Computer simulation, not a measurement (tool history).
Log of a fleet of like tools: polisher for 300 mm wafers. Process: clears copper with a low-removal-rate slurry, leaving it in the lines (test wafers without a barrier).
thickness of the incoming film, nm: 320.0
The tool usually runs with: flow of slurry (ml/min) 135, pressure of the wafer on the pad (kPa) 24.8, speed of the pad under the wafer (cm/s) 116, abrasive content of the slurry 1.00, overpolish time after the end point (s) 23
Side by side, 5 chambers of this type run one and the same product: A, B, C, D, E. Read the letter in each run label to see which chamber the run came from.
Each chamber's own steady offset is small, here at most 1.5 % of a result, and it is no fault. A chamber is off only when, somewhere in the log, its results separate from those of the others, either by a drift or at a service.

run   hour  flow of slurry (ml/min)  pressure of the wafer on the pad (kPa)  speed of the pad under the wafer (cm/s)  abrasive content of the slurry  overpolish time after the end point (s)  time until the end point was called (s)  dishing of a wide line in a test structure (Å)
       2.5  -- chamber B: worn pad replaced by a new one
 1B    6.5                      135                                    24.8                                      116                            1.00                                       23                                   64.782                                          607.91
      14.7  -- chamber D: worn pad replaced by a new one
 2C   19.7                      135                                    24.8                                      116                            1.00                                       23                                   62.738                                          610.75
      29.2  -- chamber A: slurry blender recalibrated
      32.0  -- chamber A: worn pad replaced by a new one
 3E   32.9                      135                                    24.8                                      116                            1.00                                       23                                   63.308                                          583.30
 4D   45.2                      135                                    24.8                                      116                            1.00                                       23                                   62.689                                          599.13
 5A   56.3                      135                                    24.8                                      116                            1.00                                       23                                   62.275                                          600.69
      57.2  -- chamber E: slurry blender recalibrated
 6D   65.2                      135                                    24.8                                      116                            1.00                                       23                                   63.468                                          603.18
 7C   71.9                      135                                    24.8                                      116                            1.00                                       23                                   63.716                                          595.09
 8A   80.7                      135                                    24.8                                      116                            1.00                                       23                                   61.452                                          616.80
 9B   88.6                      135                                    24.8                                      116                            1.00                                       23                                   63.092                                          608.73
      90.5  -- chamber B: slurry nozzle cleaned
      97.5  -- chamber C: worn pad replaced by a new one
10E   97.8                      135                                    24.8                                      116                            1.00                                       23                                   63.254                                          588.44
11C  105.3                      135                                    24.8                                      116                            0.80                                       23                                   65.677                                          559.17
     106.1  -- chamber E: worn pad replaced by a new one
     111.3  -- chamber A: worn pad replaced by a new one
     114.8  -- chamber C: slurry nozzle cleaned
12A  116.4                      135                                    24.8                                      116                            0.80                                       23                                   64.666                                          572.22
     120.5  -- chamber D: worn pad replaced by a new one
13E  129.5                      135                                    24.8                                      116                            0.80                                       23                                   65.805                                          586.39
     133.0  -- chamber B: worn pad replaced by a new one
     133.8  -- chamber D: head pressure recalibrated
     135.0  -- chamber A: slurry nozzle cleaned
14D  139.4                      135                                    24.8                                      116                            0.80                                       23                                   65.125                                          564.71
     142.9  -- chamber A: slurry blender recalibrated
15B  151.8                      135                                    24.8                                      116                            0.80                                       23                                   66.758                                          597.67
     152.8  -- chamber D: slurry nozzle cleaned
     154.3  -- chamber E: slurry nozzle cleaned
16B  166.3                      135                                    24.8                                      116                            1.00                                       23                                   63.346                                          593.92
17D  175.3                      135                                    24.8                                      116                            1.00                                       23                                   62.825                                          614.98
     176.4  -- chamber B: slurry blender recalibrated
18A  182.4                      135                                    24.8                                      116                            1.00                                       23                                   62.485                                          596.57
19C  193.4                      135                                    24.8                                      116                            1.00                                       23                                   62.837                                          583.34
20E  200.8                      135                                    24.8                                      116                            1.00                                       23                                   63.332                                          577.07
     201.4  -- chamber A: worn pad replaced by a new one
     208.0  -- chamber C: worn pad replaced by a new one
     212.8  -- chamber D: worn pad replaced by a new one
21B  212.8                      135                                    24.8                                      116                            1.00                                       23                                   64.077                                          623.56
     213.4  -- chamber E: worn pad replaced by a new one
22E  219.1                      135                                    24.8                                      116                            1.00                                       23                                   63.396                                          588.87
23D  231.4                      135                                    24.8                                      116                            1.00                                       23                                   63.131                                          603.40
24A  245.3                      135                                    24.8                                      116                            1.00                                       23                                   61.515                                          611.31
25C  252.8                      135                                    24.8                                      116                            1.00                                       23                                   63.078                                          580.78
26E  259.7                      135                                    24.8                                      116                            1.00                                       23                                   62.077                                          614.88
     260.6  -- chamber D: slurry blender recalibrated
27A  273.0                      135                                    24.8                                      116                            1.00                                       23                                   61.645                                          631.22
     274.8  -- chamber A: slurry blender recalibrated
28B  280.8                      135                                    24.8                                      116                            1.15                                       29                                   61.582                                          708.03
     284.0  -- chamber A: worn pad replaced by a new one
     286.5  -- chamber B: worn pad replaced by a new one
     286.6  -- chamber E: head pressure recalibrated
     286.8  -- chamber C: slurry blender recalibrated
29C  288.6                      135                                    24.8                                      116                            1.15                                       29                                   61.599                                          706.62
30D  302.9                      135                                    24.8                                      116                            1.15                                       29                                   61.349                                          689.44
     311.2  -- chamber D: worn pad replaced by a new one
31A  313.9                      135                                    24.8                                      116                            1.15                                       29                                   59.963                                          696.23
     320.8  -- chamber E: slurry blender recalibrated
32B  328.0                      135                                    24.8                                      116                            1.15                                       29                                   61.489                                          663.54
     335.4  -- chamber C: slurry nozzle cleaned
33D  338.2                      135                                    24.8                                      116                            1.00                                       23                                   62.760                                          613.32
     343.0  -- chamber C: worn pad replaced by a new one
     347.5  -- chamber E: worn pad replaced by a new one
34C  352.4                      135                                    24.8                                      116                            1.00                                       23                                   62.197                                          595.66
35E  359.3                      135                                    24.8                                      116                            1.00                                       23                                   62.718                                          602.73
     363.9  -- chamber A: worn pad replaced by a new one
36C  368.8                      135                                    24.8                                      116                            1.00                                       23                                   62.711                                          592.54
     374.4  -- chamber A: slurry blender recalibrated
37D  376.7                      135                                    24.8                                      116                            1.00                                       23                                   62.281                                          604.03
38B  390.6                      100                                    20.7                                      116                            1.00                                       23                                   82.252                                          490.92
39A  398.2                      100                                    20.7                                      116                            1.00                                       23                                   79.719                                          511.36

Next, all 5 chambers run the settings below, one line each with question marks for the results. What does each chamber give?
40A  408.8                      135                                    24.8                                      116                            1.00                                       23                                        ?                                               ?
40B  408.8                      135                                    24.8                                      116                            1.00                                       23                                        ?                                               ?
40C  408.8                      135                                    24.8                                      116                            1.00                                       23                                        ?                                               ?
40D  408.8                      135                                    24.8                                      116                            1.00                                       23                                        ?                                               ?
40E  408.8                      135                                    24.8                                      116                            1.00                                       23                                        ?                                               ?

run  time until the end point was called (s)  dishing of a wide line in a test structure (Å)
40A                                   62.494                                          609.05
40B                                   64.316                                          592.85
40C                                   63.095                                          590.99
40D                                   63.771                                          595.83
40E                                   62.635                                          588.38

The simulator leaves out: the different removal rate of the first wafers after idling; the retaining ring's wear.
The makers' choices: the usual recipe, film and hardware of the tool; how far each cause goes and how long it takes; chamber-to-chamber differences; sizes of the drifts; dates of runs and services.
